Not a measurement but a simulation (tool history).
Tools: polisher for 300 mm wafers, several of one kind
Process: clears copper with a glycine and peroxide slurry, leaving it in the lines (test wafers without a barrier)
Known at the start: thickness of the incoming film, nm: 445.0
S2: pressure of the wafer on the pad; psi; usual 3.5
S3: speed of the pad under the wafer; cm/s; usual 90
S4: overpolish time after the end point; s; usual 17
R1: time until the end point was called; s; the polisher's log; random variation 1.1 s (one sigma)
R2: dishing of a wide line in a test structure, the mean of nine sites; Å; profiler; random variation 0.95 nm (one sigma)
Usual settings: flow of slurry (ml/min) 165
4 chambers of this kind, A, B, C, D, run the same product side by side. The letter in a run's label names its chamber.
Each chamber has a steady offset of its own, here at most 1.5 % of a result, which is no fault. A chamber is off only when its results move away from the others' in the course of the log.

Run 1C, hour 3.2: usual settings. Result: R1 78.082 s, R2 578.96 Å.
Run 2D, hour 8.5: usual settings. Result: R1 77.174 s, R2 583.46 Å.
Run 3A, hour 14.2: usual settings. Result: R1 77.725 s, R2 612.32 Å.
Run 4B, hour 19.3: usual settings. Result: R1 77.101 s, R2 584.57 Å.
Run 5A, hour 25.5: usual settings. Result: R1 78.128 s, R2 581.30 Å.
Run 6C, hour 29.7: usual settings. Result: R1 78.017 s, R2 599.78 Å.
At hour 30.8: chamber A: worn pad replaced by a new one.
Run 7B, hour 35.6: usual settings. Result: R1 75.671 s, R2 593.87 Å.
At hour 35.7: chamber B: worn pad replaced by a new one.
Run 8D, hour 41.9: usual settings. Result: R1 75.266 s, R2 620.28 Å.
Run 9A, hour 45.4: usual settings. Result: R1 78.041 s, R2 606.71 Å.
At hour 48.6: chamber C: slurry nozzle cleaned.
Run 10D, hour 51.1: usual settings. Result: R1 77.826 s, R2 599.48 Å.
Run 11B, hour 56.1: usual settings. Result: R1 77.756 s, R2 581.34 Å.
Run 12C, hour 61.7: usual settings. Result: R1 77.945 s, R2 595.79 Å.
Run 13C, hour 67.4: usual settings. Result: R1 77.431 s, R2 587.33 Å.
Run 14A, hour 74.2: usual settings. Result: R1 77.728 s, R2 606.49 Å.
Run 15B, hour 77.5: usual settings but S2 3.1 psi. Result: R1 84.391 s, R2 546.17 Å.
At hour 80.9: chamber D: worn pad replaced by a new one.
Run 16D, hour 81.5: usual settings but S2 3.1 psi. Result: R1 83.522 s, R2 556.71 Å.
Run 17D, hour 87.8: usual settings but S2 3.1 psi. Result: R1 82.749 s, R2 561.00 Å.
Run 18B, hour 91.5: usual settings but S2 3.1 psi. Result: R1 86.502 s, R2 556.32 Å.
Run 19A, hour 97.2: usual settings. Result: R1 77.574 s, R2 605.80 Å.
Run 20C, hour 100.4: usual settings. Result: R1 77.013 s, R2 590.04 Å.
At hour 103.2: chamber A: head pressure recalibrated.
Run 21A, hour 107.2: usual settings. Result: R1 76.163 s, R2 591.77 Å.
Run 22D, hour 112.5: usual settings. Result: R1 74.083 s, R2 616.44 Å.
Run 23B, hour 117.1: usual settings but S2 4.6 psi. Result: R1 60.515 s, R2 719.05 Å.
Run 24C, hour 121.2: usual settings but S2 4.6 psi. Result: R1 62.243 s, R2 693.01 Å.
Run 25A, hour 126.6: usual settings but S2 4.6 psi. Result: R1 62.235 s, R2 695.45 Å.
Run 26C, hour 133.5: usual settings but S2 4.6 psi. Result: R1 62.214 s, R2 692.37 Å.
Run 27D, hour 137.2: usual settings. Result: R1 73.802 s, R2 616.44 Å.
Run 28B, hour 142.0: usual settings but S2 3.0 psi, S4 26 s. Result: R1 86.245 s, R2 722.77 Å.
At hour 148.1: chamber A: slurry nozzle cleaned.
Run 29A, hour 149.2: usual settings but S2 3.0 psi, S4 26 s. Result: R1 89.022 s, R2 733.17 Å.
Run 30C, hour 152.7: usual settings but S2 3.0 psi, S4 26 s. Result: R1 86.446 s, R2 727.69 Å.
Run 31B, hour 160.0: usual settings but S2 3.0 psi, S4 26 s. Result: R1 88.899 s, R2 727.14 Å.
Run 32D, hour 166.4: usual settings but S3 118 cm/s, S4 24 s. Result: R1 56.695 s, R2 878.22 Å.
Run 33C, hour 171.7: usual settings but S3 118 cm/s, S4 24 s. Result: R1 61.400 s, R2 851.19 Å.

What goes on in this fleet: one chamber off, a drifting gauge, or nothing beyond the chambers' own small offsets? Name the chamber and the cause, if any.

Chamber D drifts away from the others.
Cause: head's pressure above its setpoint, % = 9.89.

Here are 4 candidates for chamber D's next run, each the usual settings with a change, their results left as question marks. Which one brings its results back in line with what the others give on the usual settings?
In line means no further than this from the other chambers' mean on the usual settings: R1 3.700 s; R2 33.00 Å
Run 34D-1, hour 176.9: usual settings but S2 3.6 psi, S3 94 cm/s. Result: R1 ?, R2 ?.
Run 34D-2, hour 176.9: usual settings but flow of slurry (ml/min) 160, S2 3.2 psi, S3 82 cm/s, S4 16 s. Result: R1 ?, R2 ?.
Run 34D-3, hour 176.9: usual settings but flow of slurry (ml/min) 170, S2 3.8 psi, S3 98 cm/s, S4 18 s. Result: R1 ?, R2 ?.
Run 34D-4, hour 176.9: usual settings but S2 3.4 psi, S3 86 cm/s. Result: R1 ?, R2 ?.

The other chambers' mean on the usual settings: R1 77.194 s; R2 590.19 Å
  run      R1      R2
34D-1  68.374  656.91
34D-2  85.461  534.81
34D-3  62.570  725.09
34D-4  77.586  601.40
34D-4 brings the chamber back in line.

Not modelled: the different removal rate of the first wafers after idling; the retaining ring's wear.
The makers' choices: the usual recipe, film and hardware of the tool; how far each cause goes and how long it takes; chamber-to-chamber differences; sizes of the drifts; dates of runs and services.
